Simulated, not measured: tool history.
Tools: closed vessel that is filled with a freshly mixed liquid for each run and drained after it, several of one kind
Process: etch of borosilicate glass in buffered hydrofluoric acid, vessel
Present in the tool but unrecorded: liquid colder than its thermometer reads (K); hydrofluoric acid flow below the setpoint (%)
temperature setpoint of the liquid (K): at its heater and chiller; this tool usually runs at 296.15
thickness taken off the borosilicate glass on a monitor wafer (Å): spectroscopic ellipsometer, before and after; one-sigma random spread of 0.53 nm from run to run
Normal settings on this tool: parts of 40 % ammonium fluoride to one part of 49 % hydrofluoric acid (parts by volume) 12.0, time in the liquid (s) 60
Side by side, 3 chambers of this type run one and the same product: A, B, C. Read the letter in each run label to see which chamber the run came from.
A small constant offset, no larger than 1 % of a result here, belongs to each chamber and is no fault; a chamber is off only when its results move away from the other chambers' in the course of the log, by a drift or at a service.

run,day,temperature setpoint of the liquid (K),parts of 40 % ammonium fluoride to one part of 49 % hydrofluoric acid (parts by volume),time in the liquid (s),hours since the thermometer was replaced,hours since the hydrofluoric acid flow meter was replaced,"read-back film thickness of the borosilicate glass reference wafer, read on the same gauge (nm)",thickness taken off the borosilicate glass on a monitor wafer (Å)
1A,0.496,296.15,12.0,60,94.1,784.1,90.026,587.54
2B,0.862,296.15,12.0,60,195.0,1201.2,89.985,589.49
3C,1.304,296.15,12.0,60,291.8,1016.7,90.001,588.06
4A,1.750,296.15,12.0,60,124.2,814.2,90.025,590.82
5C,2.346,296.15,12.0,60,316.8,1041.7,90.023,594.40
6B,2.617,296.15,12.0,60,237.1,1243.3,90.033,584.68
7C,2.896,293.65,12.0,60,330.0,1054.9,89.992,508.64
8A,3.479,293.65,12.0,60,165.7,855.7,89.996,520.48
9B,3.908,293.65,12.0,60,268.1,1274.3,89.991,503.56
10B,4.429,296.15,12.0,60,280.6,1286.8,90.038,586.65
11C,4.908,296.15,12.0,60,378.3,1103.2,89.993,585.58
12A,5.367,296.15,12.0,60,211.0,901.0,89.986,594.50
13B,5.712,296.15,12.0,60,311.4,1317.6,89.992,586.33
14C,6.133,296.15,12.0,60,407.7,1132.6,89.977,591.84
15A,6.592,296.15,12.0,60,240.4,930.4,90.025,592.01
16B,6.958,296.15,16.0,70,341.3,1347.5,90.007,518.32
17C,7.288,296.15,16.0,70,435.4,1160.3,90.042,500.26
18A,7.683,296.15,16.0,70,266.6,956.6,89.993,524.84
19A,8.271,296.15,12.0,60,280.7,970.7,89.988,595.54
20B,8.662,296.15,12.0,60,382.2,1388.4,90.005,583.98
21C,8.929,296.15,12.0,60,474.8,1199.7,89.988,576.66
22C,9.471,296.15,12.0,60,487.8,1212.7,90.042,576.44
23B,10.029,296.15,12.0,60,415.0,1421.2,90.044,586.34
24A,10.500,296.15,12.0,60,334.2,1024.2,90.004,595.97
25C,10.783,296.15,12.0,60,519.3,1244.2,90.018,570.03
# day 10.800: chamber A: hydrofluoric acid flow meter replaced
26A,11.096,296.15,12.0,60,348.5,7.1,89.991,602.84
27B,11.533,296.15,12.0,35,451.1,1457.3,90.031,345.24
28B,12.033,296.15,12.0,35,463.1,1469.3,89.995,342.94
29A,12.312,296.15,12.0,35,377.7,36.3,90.009,355.18
30C,12.667,296.15,12.0,60,564.5,1289.4,89.934,563.20
31A,12.933,296.15,12.0,60,392.6,51.2,89.998,597.03
# day 13.133: chamber B: thermometer replaced
32B,13.462,296.15,12.0,60,7.9,1503.6,89.988,589.94
33C,13.742,296.15,15.5,90,590.3,1315.2,89.995,657.98
34C,14.338,296.15,15.5,90,604.6,1329.5,89.967,655.67

Read the log: is a single chamber off, either drifting away or since a service, is the gauge that measures every chamber drifting, or is nothing wrong beyond small per-chamber offsets? Name any odd chamber and what most likely caused it.

It is chamber C that slowly wanders off from its peers.
What lies behind it: hydrofluoric acid flow below the setpoint (%) = 6.38.
The log might look much the same if the cause were instead: liquid colder than its thermometer reads (K).

Chamber C could run next with any of the 4 candidate recipes listed below; each alters the usual settings, and their results appear as question marks. Which one brings its results back in line with what the other chambers deliver on the usual settings?
Maximum distance from the other chambers' mean on the usual settings for a result to count as in line: thickness taken off the borosilicate glass on a monitor wafer (Å) 19.00
35C-1,14.775,296.15,12.0,65,,,,?
35C-2,14.775,296.15,12.0,70,,,,?
35C-3,14.775,295.65,12.5,55,,,,?
35C-4,14.775,296.15,13.0,60,,,,?

The mean the other chambers reach with the usual settings: thickness taken off the borosilicate glass on a monitor wafer (Å) 593.99
run,thickness taken off the borosilicate glass on a monitor wafer (Å)
35C-1,599.70
35C-2,645.83
35C-3,473.84
35C-4,510.85
The right change is 35C-1: it brings the chamber back within the allowed miss of the others.
